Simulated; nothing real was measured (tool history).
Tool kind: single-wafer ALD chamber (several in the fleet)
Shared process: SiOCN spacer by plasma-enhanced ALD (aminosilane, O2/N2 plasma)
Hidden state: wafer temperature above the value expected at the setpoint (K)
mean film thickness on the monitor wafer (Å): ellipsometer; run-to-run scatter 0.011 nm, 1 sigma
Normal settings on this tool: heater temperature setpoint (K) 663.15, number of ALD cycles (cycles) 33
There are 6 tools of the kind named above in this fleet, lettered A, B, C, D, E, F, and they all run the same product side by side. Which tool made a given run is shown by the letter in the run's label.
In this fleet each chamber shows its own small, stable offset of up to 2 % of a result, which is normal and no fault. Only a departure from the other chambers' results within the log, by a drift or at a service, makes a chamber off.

run	day	heater temperature setpoint (K)	number of ALD cycles (cycles)	hours since the last thermocouple change	read-back reference wafer on the same gauge, thickness_nm	mean film thickness on the monitor wafer (Å)
1B	0.171	663.15	33	36.9	1.9494	19.632
2C	0.408	663.15	33	1819.8	1.9498	19.677
3F	0.750	663.15	33	1181.1	1.9489	20.011
4A	1.004	663.15	33	1276.1	1.9483	20.165
5D	1.292	663.15	33	2440.5	1.9513	19.669
6E	1.650	677.15	27	592.1	1.9506	16.209
7D	1.883	677.15	27	2454.7	1.9517	15.916
8E	2.133	677.15	27	603.7	1.9521	16.222
9A	2.304	677.15	27	1307.3	1.9509	16.195
10B	2.538	677.15	27	93.7	1.9496	16.189
11C	2.792	677.15	27	1877.0	1.9494	16.123
12F	3.146	663.15	33	1238.6	1.9504	19.989
13A	3.479	663.15	33	1335.5	1.9491	20.496
14F	3.733	663.15	33	1252.7	1.9483	20.186
15C	4.008	663.15	33	1906.2	1.9497	19.760
16D	4.167	663.15	33	2509.5	1.9514	19.946
17B	4.433	654.15	30	139.2	1.9501	17.909
18E	4.629	654.15	30	663.6	1.9504	18.241
19C	4.817	654.15	30	1925.6	1.9488	18.058
20F	4.996	654.15	30	1283.0	1.9476	18.006
21A	5.192	654.15	30	1376.6	1.9475	18.419
22D	5.375	654.15	30	2538.5	1.9520	17.802
23B	5.700	663.15	33	169.6	1.9480	19.748
24E	6.021	663.15	33	697.0	1.9475	19.907
25E	6.275	663.15	33	703.1	1.9538	19.952
26B	6.600	663.15	33	191.2	1.9481	19.995
27C	6.912	663.15	33	1975.9	1.9481	19.729
28D	7.188	663.15	33	2582.0	1.9504	19.671
29F	7.438	663.15	33	1341.6	1.9501	20.117
30A	7.758	663.15	33	1438.2	1.9462	20.282
31E	8.038	663.15	33	745.4	1.9484	20.248
32B	8.254	677.15	28	230.9	1.9497	16.534
33F	8.583	677.15	28	1369.1	1.9516	16.892
34D	8.892	677.15	28	2622.9	1.9503	16.653
35A	9.204	677.15	28	1472.9	1.9477	17.024
36C	9.542	677.15	28	2039.0	1.9460	16.535
37D	9.783	677.15	28	2644.3	1.9539	16.612
# day 9.925: chamber C: thermocouple changed; heater temperature recalibrated
38B	10.138	663.15	33	276.1	1.9469	19.785
39F	10.462	663.15	33	1414.2	1.9529	20.237
40E	10.771	663.15	33	811.0	1.9494	20.002
41C	11.108	663.15	33	28.5	1.9488	19.890
42A	11.342	663.15	33	1524.2	1.9498	20.180
43E	11.592	663.15	29	830.7	1.9470	17.541

Has any chamber moved away from the others, gradually or after a service, or does the common gauge drift, or do the chambers differ only by their own small steady offsets? State the chamber and the most likely cause if one applies.

No chamber is off and the gauge is stable; the differences are just each chamber's small, constant offset.
